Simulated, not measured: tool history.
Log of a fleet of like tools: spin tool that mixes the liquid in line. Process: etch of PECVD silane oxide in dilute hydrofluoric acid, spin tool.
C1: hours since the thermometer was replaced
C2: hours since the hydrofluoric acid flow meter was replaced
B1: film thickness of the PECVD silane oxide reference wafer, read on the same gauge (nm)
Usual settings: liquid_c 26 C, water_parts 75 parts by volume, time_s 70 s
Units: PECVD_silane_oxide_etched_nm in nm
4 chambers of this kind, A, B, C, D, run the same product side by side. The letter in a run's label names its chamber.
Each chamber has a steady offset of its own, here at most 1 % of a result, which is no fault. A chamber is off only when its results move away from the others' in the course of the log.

run 1C day=0.333 | liquid_c=26 water_parts=75 time_s=70 | C1=1582.4 C2=1449.5 | B1=59.994 | PECVD_silane_oxide_etched_nm=15.4420
run 2A day=0.746 | liquid_c=26 water_parts=75 time_s=70 | C1=731.3 C2=1284.9 | B1=59.997 | PECVD_silane_oxide_etched_nm=15.8840
run 3B day=0.950 | liquid_c=26 water_parts=75 time_s=70 | C1=666.7 C2=1466.7 | B1=60.013 | PECVD_silane_oxide_etched_nm=15.8930
run 4D day=1.267 | liquid_c=26 water_parts=75 time_s=70 | C1=1285.3 C2=2067.8 | B1=60.012 | PECVD_silane_oxide_etched_nm=15.7520
-- day=1.567 chamber C: hydrofluoric acid flow meter replaced
run 5A day=1.621 | liquid_c=26 water_parts=75 time_s=70 | C1=752.3 C2=1305.9 | B1=59.983 | PECVD_silane_oxide_etched_nm=15.6260
run 6C day=2.046 | liquid_c=26 water_parts=75 time_s=70 | C1=1623.5 C2=11.5 | B1=59.974 | PECVD_silane_oxide_etched_nm=15.6730
run 7D day=2.425 | liquid_c=26 water_parts=75 time_s=70 | C1=1313.1 C2=2095.6 | B1=59.971 | PECVD_silane_oxide_etched_nm=15.5940
run 8B day=2.804 | liquid_c=26 water_parts=75 time_s=70 | C1=711.2 C2=1511.2 | B1=60.024 | PECVD_silane_oxide_etched_nm=15.6790
-- day=3.025 chamber D: hydrofluoric acid flow meter replaced
run 9D day=3.142 | liquid_c=26 water_parts=75 time_s=70 | C1=1330.3 C2=2.8 | B1=60.035 | PECVD_silane_oxide_etched_nm=15.5520
run 10A day=3.350 | liquid_c=26 water_parts=75 time_s=70 | C1=793.8 C2=1347.4 | B1=59.972 | PECVD_silane_oxide_etched_nm=15.3830
run 11C day=3.562 | liquid_c=26 water_parts=75 time_s=70 | C1=1659.9 C2=47.9 | B1=60.027 | PECVD_silane_oxide_etched_nm=15.7000
run 12B day=3.800 | liquid_c=26 water_parts=75 time_s=70 | C1=735.1 C2=1535.1 | B1=59.987 | PECVD_silane_oxide_etched_nm=15.7570
run 13D day=4.100 | liquid_c=26 water_parts=60 time_s=70 | C1=1353.3 C2=25.8 | B1=60.035 | PECVD_silane_oxide_etched_nm=20.0270
run 14B day=4.392 | liquid_c=26 water_parts=60 time_s=70 | C1=749.3 C2=1549.3 | B1=60.012 | PECVD_silane_oxide_etched_nm=20.1250
run 15C day=4.788 | liquid_c=26 water_parts=60 time_s=70 | C1=1689.3 C2=77.3 | B1=59.980 | PECVD_silane_oxide_etched_nm=19.6780
run 16A day=5.071 | liquid_c=26 water_parts=60 time_s=70 | C1=835.1 C2=1388.7 | B1=59.996 | PECVD_silane_oxide_etched_nm=19.4240
run 17A day=5.383 | liquid_c=26 water_parts=75 time_s=70 | C1=842.6 C2=1396.2 | B1=60.013 | PECVD_silane_oxide_etched_nm=15.1890
run 18B day=5.812 | liquid_c=26 water_parts=75 time_s=70 | C1=783.4 C2=1583.4 | B1=60.008 | PECVD_silane_oxide_etched_nm=15.7320
run 19C day=6.196 | liquid_c=26 water_parts=75 time_s=70 | C1=1723.1 C2=111.1 | B1=60.005 | PECVD_silane_oxide_etched_nm=15.5690
run 20D day=6.408 | liquid_c=26 water_parts=75 time_s=70 | C1=1408.7 C2=81.2 | B1=59.992 | PECVD_silane_oxide_etched_nm=15.6830
run 21C day=6.675 | liquid_c=26 water_parts=75 time_s=70 | C1=1734.6 C2=122.6 | B1=60.003 | PECVD_silane_oxide_etched_nm=15.6260
run 22D day=7.033 | liquid_c=26 water_parts=75 time_s=70 | C1=1423.7 C2=96.2 | B1=59.994 | PECVD_silane_oxide_etched_nm=15.5970
-- day=7.171 chamber B: thermometer replaced
run 23A day=7.333 | liquid_c=26 water_parts=75 time_s=70 | C1=889.4 C2=1443.0 | B1=59.954 | PECVD_silane_oxide_etched_nm=14.9500
run 24B day=7.688 | liquid_c=26 water_parts=75 time_s=70 | C1=12.5 C2=1628.4 | B1=59.985 | PECVD_silane_oxide_etched_nm=15.7770
run 25C day=8.112 | liquid_c=26 water_parts=75 time_s=70 | C1=1769.1 C2=157.1 | B1=60.043 | PECVD_silane_oxide_etched_nm=15.7360
run 26D day=8.512 | liquid_c=26 water_parts=75 time_s=70 | C1=1459.2 C2=131.7 | B1=59.998 | PECVD_silane_oxide_etched_nm=15.6130
run 27A day=8.858 | liquid_c=29 water_parts=75 time_s=70 | C1=926.0 C2=1479.6 | B1=59.985 | PECVD_silane_oxide_etched_nm=16.7400
run 28B day=9.238 | liquid_c=29 water_parts=75 time_s=70 | C1=49.7 C2=1665.6 | B1=60.036 | PECVD_silane_oxide_etched_nm=17.7860
run 29A day=9.588 | liquid_c=29 water_parts=75 time_s=70 | C1=943.5 C2=1497.1 | B1=60.022 | PECVD_silane_oxide_etched_nm=16.7010
run 30D day=10.021 | liquid_c=29 water_parts=75 time_s=70 | C1=1495.4 C2=167.9 | B1=60.032 | PECVD_silane_oxide_etched_nm=17.4840
run 31B day=10.346 | liquid_c=26 water_parts=75 time_s=70 | C1=76.3 C2=1692.2 | B1=60.003 | PECVD_silane_oxide_etched_nm=15.8890
run 32C day=10.650 | liquid_c=26 water_parts=75 time_s=70 | C1=1830.0 C2=218.0 | B1=60.048 | PECVD_silane_oxide_etched_nm=15.7540

Is one chamber off against the others, does the gauge drift, or is nothing wrong? If a chamber is off, say which, and what the likeliest cause is.

Chamber A drifts away from the others.
Cause: liquid colder than its thermometer reads (K) = 1.97.
The log may not tell that from: hydrofluoric acid flow below the setpoint (%).

Here are 4 candidates for chamber A's next run, each the usual settings with a change, their results left as question marks. Which one brings its results back in line with what the others give on the usual settings?
In line means no further than this from the other chambers' mean on the usual settings: PECVD_silane_oxide_etched_nm 0.3400 nm
run 33A-1 day=10.962 | liquid_c=26.0 water_parts=70 time_s=70 | PECVD_silane_oxide_etched_nm=?
run 33A-2 day=10.962 | liquid_c=26.0 water_parts=75 time_s=65 | PECVD_silane_oxide_etched_nm=?
run 33A-3 day=10.962 | liquid_c=26.5 water_parts=75 time_s=70 | PECVD_silane_oxide_etched_nm=?
run 33A-4 day=10.962 | liquid_c=25.5 water_parts=75 time_s=70 | PECVD_silane_oxide_etched_nm=?

The other chambers' mean on the usual settings: PECVD_silane_oxide_etched_nm 15.6600 nm
run=33A-1 PECVD_silane_oxide_etched_nm=15.6640
run=33A-2 PECVD_silane_oxide_etched_nm=13.5050
run=33A-3 PECVD_silane_oxide_etched_nm=14.8390
run=33A-4 PECVD_silane_oxide_etched_nm=14.2470
33A-1 brings the chamber back in line.
